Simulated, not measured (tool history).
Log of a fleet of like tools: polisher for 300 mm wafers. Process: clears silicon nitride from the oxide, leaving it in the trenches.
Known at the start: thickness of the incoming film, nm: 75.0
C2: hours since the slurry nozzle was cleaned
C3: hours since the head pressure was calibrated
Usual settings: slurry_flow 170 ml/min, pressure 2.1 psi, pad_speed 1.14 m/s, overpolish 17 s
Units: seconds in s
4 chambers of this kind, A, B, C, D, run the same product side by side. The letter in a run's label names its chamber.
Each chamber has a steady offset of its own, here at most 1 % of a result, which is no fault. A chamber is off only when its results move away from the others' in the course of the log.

-- hour=3.8 chamber B: worn pad replaced by a new one
run 1C hour=8.6 | slurry_flow=170 pressure=2.1 pad_speed=1.14 overpolish=17 | wafers_polished_on_this_pad=184 C2=61.4 C3=243.8 | seconds=110.31
run 2A hour=22.9 | slurry_flow=170 pressure=2.1 pad_speed=1.14 overpolish=17 | wafers_polished_on_this_pad=403 C2=291.4 C3=279.9 | seconds=111.46
run 3D hour=30.3 | slurry_flow=170 pressure=2.1 pad_speed=1.14 overpolish=17 | wafers_polished_on_this_pad=453 C2=776.8 C3=990.2 | seconds=111.22
run 4B hour=37.1 | slurry_flow=170 pressure=2.1 pad_speed=1.14 overpolish=17 | wafers_polished_on_this_pad=267 C2=347.9 C3=884.1 | seconds=116.47
run 5A hour=46.8 | slurry_flow=170 pressure=2.1 pad_speed=1.14 overpolish=17 | wafers_polished_on_this_pad=595 C2=315.3 C3=303.8 | seconds=109.53
run 6D hour=56.7 | slurry_flow=170 pressure=2.1 pad_speed=1.14 overpolish=17 | wafers_polished_on_this_pad=665 C2=803.2 C3=1016.6 | seconds=111.59
-- hour=66.1 chamber D: worn pad replaced by a new one
run 7B hour=71 | slurry_flow=205 pressure=2.1 pad_speed=1.14 overpolish=21 | wafers_polished_on_this_pad=540 C2=381.8 C3=918 | seconds=108.87
-- hour=74.8 chamber A: slurry nozzle cleaned
-- hour=78.7 chamber A: worn pad replaced by a new one
run 8C hour=83.3 | slurry_flow=205 pressure=2.1 pad_speed=1.14 overpolish=21 | wafers_polished_on_this_pad=784 C2=136.1 C3=318.5 | seconds=111.33
run 9D hour=90.7 | slurry_flow=205 pressure=2.1 pad_speed=1.14 overpolish=21 | wafers_polished_on_this_pad=198 C2=837.2 C3=1050.6 | seconds=109.33
run 10C hour=103.4 | slurry_flow=205 pressure=2.1 pad_speed=1.14 overpolish=21 | wafers_polished_on_this_pad=945 C2=156.2 C3=338.6 | seconds=106.69
-- hour=112.9 chamber C: worn pad replaced by a new one
run 11A hour=116.7 | slurry_flow=170 pressure=2.1 pad_speed=1.14 overpolish=17 | wafers_polished_on_this_pad=305 C2=41.9 C3=373.7 | seconds=113.46
-- hour=122.7 chamber B: slurry nozzle cleaned
run 12B hour=125.8 | slurry_flow=170 pressure=2.1 pad_speed=1.14 overpolish=17 | wafers_polished_on_this_pad=980 C2=3.2 C3=972.8 | seconds=112.66
-- hour=130.4 chamber B: head pressure recalibrated
run 13D hour=136.5 | slurry_flow=170 pressure=2.1 pad_speed=1.14 overpolish=17 | wafers_polished_on_this_pad=565 C2=883 C3=1096.4 | seconds=111.49
run 14A hour=147 | slurry_flow=170 pressure=2.1 pad_speed=1.14 overpolish=17 | wafers_polished_on_this_pad=548 C2=72.2 C3=404 | seconds=111.88
run 15B hour=156.1 | slurry_flow=170 pressure=2.1 pad_speed=1.14 overpolish=17 | wafers_polished_on_this_pad=1223 C2=33.5 C3=25.7 | seconds=112.78
-- hour=158.5 chamber D: slurry nozzle cleaned
-- hour=165 chamber D: worn pad replaced by a new one
-- hour=165.3 chamber B: worn pad replaced by a new one
-- hour=169 chamber C: slurry nozzle cleaned
run 16C hour=169.9 | slurry_flow=170 pressure=2.1 pad_speed=1.14 overpolish=23 | wafers_polished_on_this_pad=458 C2=0.9 C3=405.1 | seconds=110.04
-- hour=172.8 chamber A: worn pad replaced by a new one
run 17A hour=181.5 | slurry_flow=170 pressure=2.1 pad_speed=1.14 overpolish=23 | wafers_polished_on_this_pad=70 C2=106.7 C3=438.5 | seconds=111.13
run 18D hour=195.2 | slurry_flow=170 pressure=2.1 pad_speed=1.14 overpolish=23 | wafers_polished_on_this_pad=242 C2=36.8 C3=1155.1 | seconds=113.4
run 19C hour=209.5 | slurry_flow=170 pressure=2.1 pad_speed=1.14 overpolish=23 | wafers_polished_on_this_pad=776 C2=40.5 C3=444.7 | seconds=111.23
-- hour=213.6 chamber D: head pressure recalibrated
run 20B hour=222.6 | slurry_flow=170 pressure=2.1 pad_speed=1.14 overpolish=17 | wafers_polished_on_this_pad=460 C2=100 C3=92.2 | seconds=112.79
-- hour=223.1 chamber C: worn pad replaced by a new one
run 21B hour=232.9 | slurry_flow=170 pressure=2.1 pad_speed=1.14 overpolish=17 | wafers_polished_on_this_pad=542 C2=110.3 C3=102.5 | seconds=110.61
run 22A hour=247.1 | slurry_flow=170 pressure=2.1 pad_speed=1.14 overpolish=17 | wafers_polished_on_this_pad=596 C2=172.3 C3=504.1 | seconds=109.71
run 23C hour=255.4 | slurry_flow=170 pressure=2.1 pad_speed=1.14 overpolish=17 | wafers_polished_on_this_pad=259 C2=86.4 C3=490.6 | seconds=116
-- hour=257.6 chamber D: worn pad replaced by a new one
run 24D hour=268.2 | slurry_flow=170 pressure=2.1 pad_speed=1.14 overpolish=17 | wafers_polished_on_this_pad=85 C2=109.8 C3=54.7 | seconds=112.01
-- hour=279.4 chamber A: worn pad replaced by a new one
run 25A hour=279.9 | slurry_flow=170 pressure=2.4 pad_speed=1.14 overpolish=17 | wafers_polished_on_this_pad=4 C2=205.1 C3=536.9 | seconds=98.706
run 26D hour=290.6 | slurry_flow=170 pressure=2.4 pad_speed=1.14 overpolish=17 | wafers_polished_on_this_pad=265 C2=132.2 C3=77.1 | seconds=96.456
run 27C hour=297.8 | slurry_flow=170 pressure=2.4 pad_speed=1.14 overpolish=17 | wafers_polished_on_this_pad=600 C2=128.8 C3=533 | seconds=97.803
run 28B hour=312.1 | slurry_flow=170 pressure=2.4 pad_speed=1.14 overpolish=17 | wafers_polished_on_this_pad=1178 C2=189.5 C3=181.7 | seconds=100.86

Next, every chamber runs the same settings. What will each give?
run 29A hour=322.4 | slurry_flow=170 pressure=1.8 pad_speed=1.14 overpolish=17 | seconds=?
run 29B hour=322.4 | slurry_flow=170 pressure=1.8 pad_speed=1.14 overpolish=17 | seconds=?
run 29C hour=322.4 | slurry_flow=170 pressure=1.8 pad_speed=1.14 overpolish=17 | seconds=?
run 29D hour=322.4 | slurry_flow=170 pressure=1.8 pad_speed=1.14 overpolish=17 | seconds=?

run=29A seconds=129.93
run=29B seconds=134.68
run=29C seconds=133.19
run=29D seconds=131.03
